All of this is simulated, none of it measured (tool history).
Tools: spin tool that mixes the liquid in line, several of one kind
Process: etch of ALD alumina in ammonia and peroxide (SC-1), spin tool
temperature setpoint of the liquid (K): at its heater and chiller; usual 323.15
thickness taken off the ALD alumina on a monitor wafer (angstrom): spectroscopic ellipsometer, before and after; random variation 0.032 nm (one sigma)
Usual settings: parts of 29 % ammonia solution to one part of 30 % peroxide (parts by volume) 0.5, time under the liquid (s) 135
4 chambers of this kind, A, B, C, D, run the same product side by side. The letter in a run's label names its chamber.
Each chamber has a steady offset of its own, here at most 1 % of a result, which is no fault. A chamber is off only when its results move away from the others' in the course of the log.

run	day	temperature setpoint of the liquid (K)	parts of 29 % ammonia solution to one part of 30 % peroxide (parts by volume)	time under the liquid (s)	read-back film thickness of the ALD alumina reference wafer, read on the same gauge (nm)	thickness taken off the ALD alumina on a monitor wafer (angstrom)
# day 0.229: chamber A: new drum of ammonia solution connected
1C	0.233	323.15	0.5	135	40.008	61
2D	0.612	323.15	0.5	135	39.993	61.018
3A	0.867	323.15	0.5	135	39.997	61.538
# day 1.117: chamber C: ammonia flow meter replaced
4B	1.117	323.15	0.5	135	39.991	61.956
5D	1.404	323.15	0.5	135	39.99	61.301
6A	1.612	323.15	0.5	135	39.976	61.577
7C	1.975	323.15	0.5	135	40.008	61.726
# day 2.3: chamber D: new drum of ammonia solution connected
8B	2.375	323.15	0.5	135	39.992	61.676
9B	2.746	323.15	0.5	135	40.015	61.65
10C	3.046	323.15	0.5	135	40.011	61.306
11A	3.3	323.15	0.5	135	39.986	61.837
12D	3.608	323.15	0.5	135	40.008	61.08
13A	3.833	323.15	0.5	135	39.993	61.524
14D	4.288	318.65	0.5	135	39.989	47.544
15B	4.5	318.65	0.5	135	39.999	47.733
16C	4.917	318.65	0.5	135	40.02	47.611
17A	5.121	318.65	0.5	135	40.018	47.865
18B	5.562	323.15	0.5	135	39.99	61.611
19D	5.946	323.15	0.5	135	39.994	61.161
20C	6.233	323.15	0.5	135	40.003	61.245
21C	6.658	323.15	0.5	135	39.999	61.452
# day 6.712: chamber D: thermometer replaced
22B	6.983	323.15	0.5	135	40.011	61.922
23A	7.342	323.15	0.5	110	39.999	49.947
24D	7.612	323.15	0.5	110	40.002	49.649
# day 7.621: chamber A: ammonia flow meter replaced
25C	7.904	323.15	0.5	110	39.988	50.283
26B	8.146	323.15	0.5	110	40.009	50.627
27A	8.442	323.15	0.5	135	39.994	61.558
28D	8.846	323.15	0.5	135	40.011	60.851
29C	9.079	314.65	0.5	65	39.997	18.089
30B	9.304	314.65	0.5	65	39.989	18.524
31D	9.762	314.65	0.5	65	39.998	18.202
32A	10.083	314.65	0.5	65	39.996	18.341
33C	10.542	323.15	0.5	135	39.972	61.631
34B	10.9	323.15	0.5	135	40.013	63.304
35D	11.275	323.15	0.4	135	40.009	60.165
36A	11.525	323.15	0.4	135	40.005	60.181
37A	11.762	323.15	0.4	135	40.001	60.421
38C	12.05	323.15	0.4	135	40.002	60.674
39D	12.458	323.15	0.5	135	40.006	60.398
40B	12.75	323.15	0.5	135	40.008	63.172
41B	13.204	323.15	0.5	135	39.995	64.125
42A	13.492	323.15	0.5	135	40.003	61.174
43D	13.708	323.15	0.5	135	39.995	61.142
44C	14.138	313.15	0.7	135	39.996	35.791

Is one chamber off against the others, does the gauge drift, or is nothing wrong? If a chamber is off, say which, and what the likeliest cause is.

Chamber B drifts away from the others.
Cause: liquid hotter than its thermometer reads (K) = 0.689.

Here are 4 candidates for chamber B's next run, each the usual settings with a change, their results left as question marks. Which one brings its results back in line with what the others give on the usual settings?
In line means no further than this from the other chambers' mean on the usual settings: thickness taken off the ALD alumina on a monitor wafer (angstrom) 1.1
45B-1	14.475	323.15	0.5	140		?
45B-2	14.475	323.15	0.45	135		?
45B-3	14.475	323.15	0.55	135		?
45B-4	14.475	323.15	0.5	130		?

The other chambers' mean on the usual settings: thickness taken off the ALD alumina on a monitor wafer (angstrom) 61.367
run	thickness taken off the ALD alumina on a monitor wafer (angstrom)
45B-1	66.296
45B-2	63.295
45B-3	64.506
45B-4	61.56
45B-4 brings the chamber back in line.
